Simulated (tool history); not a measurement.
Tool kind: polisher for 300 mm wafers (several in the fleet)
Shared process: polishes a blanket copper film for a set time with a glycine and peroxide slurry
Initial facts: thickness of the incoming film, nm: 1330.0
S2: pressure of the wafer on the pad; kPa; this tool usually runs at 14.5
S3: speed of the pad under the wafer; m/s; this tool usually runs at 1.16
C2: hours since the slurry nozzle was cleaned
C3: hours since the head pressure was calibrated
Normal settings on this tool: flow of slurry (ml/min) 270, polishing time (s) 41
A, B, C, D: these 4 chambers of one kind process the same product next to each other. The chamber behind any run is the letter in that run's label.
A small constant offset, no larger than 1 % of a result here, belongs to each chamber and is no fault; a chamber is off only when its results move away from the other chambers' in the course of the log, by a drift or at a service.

{"run": "1D", "hour": 5.0, "flow of slurry (ml/min)": 270, "S2": 14.5, "S3": 1.16, "polishing time (s)": 41, "wafers polished on this pad": 427, "C2": 509.1, "C3": 186.0, "film removed (nm)": 178.72}
{"run": "2B", "hour": 9.8, "flow of slurry (ml/min)": 270, "S2": 14.5, "S3": 1.16, "polishing time (s)": 41, "wafers polished on this pad": 980, "C2": 272.2, "C3": 215.5, "film removed (nm)": 175.89}
{"hour": 11.1, "done": "chamber A: worn pad replaced by a new one"}
{"run": "3A", "hour": 15.1, "flow of slurry (ml/min)": 270, "S2": 14.5, "S3": 1.16, "polishing time (s)": 41, "wafers polished on this pad": 36, "C2": 380.5, "C3": 393.6, "film removed (nm)": 174.4}
{"run": "4C", "hour": 20.2, "flow of slurry (ml/min)": 270, "S2": 14.5, "S3": 1.16, "polishing time (s)": 41, "wafers polished on this pad": 340, "C2": 689.0, "C3": 175.1, "film removed (nm)": 176.12}
{"run": "5C", "hour": 24.8, "flow of slurry (ml/min)": 270, "S2": 14.5, "S3": 1.16, "polishing time (s)": 41, "wafers polished on this pad": 381, "C2": 693.6, "C3": 179.7, "film removed (nm)": 175.12}
{"hour": 25.6, "done": "chamber B: worn pad replaced by a new one"}
{"run": "6A", "hour": 29.4, "flow of slurry (ml/min)": 270, "S2": 14.5, "S3": 1.16, "polishing time (s)": 41, "wafers polished on this pad": 162, "C2": 394.8, "C3": 407.9, "film removed (nm)": 173.84}
{"run": "7B", "hour": 33.0, "flow of slurry (ml/min)": 270, "S2": 14.5, "S3": 1.16, "polishing time (s)": 41, "wafers polished on this pad": 65, "C2": 295.4, "C3": 238.7, "film removed (nm)": 174.06}
{"run": "8D", "hour": 36.6, "flow of slurry (ml/min)": 270, "S2": 14.5, "S3": 1.16, "polishing time (s)": 41, "wafers polished on this pad": 706, "C2": 540.7, "C3": 217.6, "film removed (nm)": 178.31}
{"run": "9B", "hour": 38.9, "flow of slurry (ml/min)": 270, "S2": 14.5, "S3": 1.16, "polishing time (s)": 41, "wafers polished on this pad": 117, "C2": 301.3, "C3": 244.6, "film removed (nm)": 174.99}
{"run": "10C", "hour": 42.7, "flow of slurry (ml/min)": 270, "S2": 14.5, "S3": 1.16, "polishing time (s)": 41, "wafers polished on this pad": 539, "C2": 711.5, "C3": 197.6, "film removed (nm)": 175.99}
{"hour": 43.7, "done": "chamber C: worn pad replaced by a new one"}
{"run": "11A", "hour": 47.4, "flow of slurry (ml/min)": 270, "S2": 14.5, "S3": 1.16, "polishing time (s)": 41, "wafers polished on this pad": 321, "C2": 412.8, "C3": 425.9, "film removed (nm)": 178.12}
{"hour": 49.8, "done": "chamber B: slurry nozzle cleaned"}
{"run": "12D", "hour": 51.8, "flow of slurry (ml/min)": 270, "S2": 14.5, "S3": 1.16, "polishing time (s)": 41, "wafers polished on this pad": 840, "C2": 555.9, "C3": 232.8, "film removed (nm)": 177.08}
{"run": "13C", "hour": 57.0, "flow of slurry (ml/min)": 270, "S2": 14.5, "S3": 1.16, "polishing time (s)": 41, "wafers polished on this pad": 118, "C2": 725.8, "C3": 211.9, "film removed (nm)": 176.88}
{"run": "14A", "hour": 60.3, "flow of slurry (ml/min)": 270, "S2": 14.5, "S3": 1.16, "polishing time (s)": 41, "wafers polished on this pad": 434, "C2": 425.7, "C3": 438.8, "film removed (nm)": 177.11}
{"run": "15B", "hour": 65.0, "flow of slurry (ml/min)": 270, "S2": 14.5, "S3": 1.16, "polishing time (s)": 41, "wafers polished on this pad": 348, "C2": 15.2, "C3": 270.7, "film removed (nm)": 175.19}
{"run": "16D", "hour": 69.2, "flow of slurry (ml/min)": 270, "S2": 14.5, "S3": 1.16, "polishing time (s)": 41, "wafers polished on this pad": 993, "C2": 573.3, "C3": 250.2, "film removed (nm)": 175.36}
{"run": "17D", "hour": 71.6, "flow of slurry (ml/min)": 270, "S2": 14.5, "S3": 1.16, "polishing time (s)": 41, "wafers polished on this pad": 1014, "C2": 575.7, "C3": 252.6, "film removed (nm)": 173.93}
{"run": "18A", "hour": 75.6, "flow of slurry (ml/min)": 270, "S2": 14.5, "S3": 1.16, "polishing time (s)": 41, "wafers polished on this pad": 570, "C2": 441.0, "C3": 454.1, "film removed (nm)": 179.64}
{"run": "19B", "hour": 79.0, "flow of slurry (ml/min)": 270, "S2": 14.5, "S3": 1.16, "polishing time (s)": 41, "wafers polished on this pad": 471, "C2": 29.2, "C3": 284.7, "film removed (nm)": 177.55}
{"run": "20C", "hour": 82.4, "flow of slurry (ml/min)": 300, "S2": 14.5, "S3": 1.16, "polishing time (s)": 41, "wafers polished on this pad": 342, "C2": 751.2, "C3": 237.3, "film removed (nm)": 176.4}
{"run": "21D", "hour": 86.0, "flow of slurry (ml/min)": 300, "S2": 14.5, "S3": 1.16, "polishing time (s)": 41, "wafers polished on this pad": 1141, "C2": 590.1, "C3": 267.0, "film removed (nm)": 177.38}
{"run": "22A", "hour": 88.4, "flow of slurry (ml/min)": 300, "S2": 14.5, "S3": 1.16, "polishing time (s)": 41, "wafers polished on this pad": 682, "C2": 453.8, "C3": 466.9, "film removed (nm)": 181.5}
{"run": "23C", "hour": 90.9, "flow of slurry (ml/min)": 300, "S2": 14.5, "S3": 1.16, "polishing time (s)": 41, "wafers polished on this pad": 417, "C2": 759.7, "C3": 245.8, "film removed (nm)": 175.78}
{"run": "24B", "hour": 94.2, "flow of slurry (ml/min)": 270, "S2": 14.5, "S3": 1.16, "polishing time (s)": 41, "wafers polished on this pad": 605, "C2": 44.4, "C3": 299.9, "film removed (nm)": 176.3}
{"hour": 96.4, "done": "chamber C: slurry nozzle cleaned"}
{"run": "25B", "hour": 96.8, "flow of slurry (ml/min)": 270, "S2": 14.5, "S3": 1.16, "polishing time (s)": 41, "wafers polished on this pad": 628, "C2": 47.0, "C3": 302.5, "film removed (nm)": 176.21}
{"run": "26C", "hour": 99.9, "flow of slurry (ml/min)": 270, "S2": 14.5, "S3": 1.16, "polishing time (s)": 41, "wafers polished on this pad": 496, "C2": 3.5, "C3": 254.8, "film removed (nm)": 174.26}
{"hour": 103.9, "done": "chamber C: worn pad replaced by a new one"}
{"run": "27A", "hour": 105.1, "flow of slurry (ml/min)": 270, "S2": 14.5, "S3": 1.16, "polishing time (s)": 41, "wafers polished on this pad": 830, "C2": 470.5, "C3": 483.6, "film removed (nm)": 181.03}
{"run": "28D", "hour": 108.4, "flow of slurry (ml/min)": 225, "S2": 17.9, "S3": 1.16, "polishing time (s)": 41, "wafers polished on this pad": 1339, "C2": 612.5, "C3": 289.4, "film removed (nm)": 203.6}
{"run": "29A", "hour": 111.9, "flow of slurry (ml/min)": 225, "S2": 17.9, "S3": 1.16, "polishing time (s)": 41, "wafers polished on this pad": 890, "C2": 477.3, "C3": 490.4, "film removed (nm)": 210.48}
{"run": "30B", "hour": 115.8, "flow of slurry (ml/min)": 225, "S2": 17.9, "S3": 1.16, "polishing time (s)": 41, "wafers polished on this pad": 796, "C2": 66.0, "C3": 321.5, "film removed (nm)": 206.19}
{"run": "31C", "hour": 118.6, "flow of slurry (ml/min)": 225, "S2": 17.9, "S3": 1.16, "polishing time (s)": 41, "wafers polished on this pad": 130, "C2": 22.2, "C3": 273.5, "film removed (nm)": 205.05}
{"run": "32D", "hour": 121.6, "flow of slurry (ml/min)": 270, "S2": 14.5, "S3": 1.16, "polishing time (s)": 41, "wafers polished on this pad": 1456, "C2": 625.7, "C3": 302.6, "film removed (nm)": 177.41}
{"hour": 124.3, "done": "chamber A: worn pad replaced by a new one"}
{"run": "33A", "hour": 126.8, "flow of slurry (ml/min)": 315, "S2": 14.5, "S3": 1.16, "polishing time (s)": 31, "wafers polished on this pad": 22, "C2": 492.2, "C3": 505.3, "film removed (nm)": 140.04}
{"run": "34B", "hour": 130.0, "flow of slurry (ml/min)": 315, "S2": 14.5, "S3": 1.16, "polishing time (s)": 31, "wafers polished on this pad": 921, "C2": 80.2, "C3": 335.7, "film removed (nm)": 134.06}
{"hour": 132.8, "done": "chamber D: worn pad replaced by a new one"}
{"run": "35D", "hour": 133.2, "flow of slurry (ml/min)": 315, "S2": 14.5, "S3": 1.16, "polishing time (s)": 31, "wafers polished on this pad": 3, "C2": 637.3, "C3": 314.2, "film removed (nm)": 135.55}
{"run": "36C", "hour": 136.4, "flow of slurry (ml/min)": 315, "S2": 14.5, "S3": 1.16, "polishing time (s)": 31, "wafers polished on this pad": 287, "C2": 40.0, "C3": 291.3, "film removed (nm)": 133.31}

Each of the 4 chambers runs these same settings next. Fill in every chamber's results:
{"run": "37A", "hour": 140.1, "flow of slurry (ml/min)": 270, "S2": 14.5, "S3": 1.16, "polishing time (s)": 41, "film removed (nm)": "?"}
{"run": "37B", "hour": 140.1, "flow of slurry (ml/min)": 270, "S2": 14.5, "S3": 1.16, "polishing time (s)": 41, "film removed (nm)": "?"}
{"run": "37C", "hour": 140.1, "flow of slurry (ml/min)": 270, "S2": 14.5, "S3": 1.16, "polishing time (s)": 41, "film removed (nm)": "?"}
{"run": "37D", "hour": 140.1, "flow of slurry (ml/min)": 270, "S2": 14.5, "S3": 1.16, "polishing time (s)": 41, "film removed (nm)": "?"}

run=37A film_removed_(nm)=185.18
run=37B film_removed_(nm)=174.92
run=37C film_removed_(nm)=175.16
run=37D film_removed_(nm)=177.81
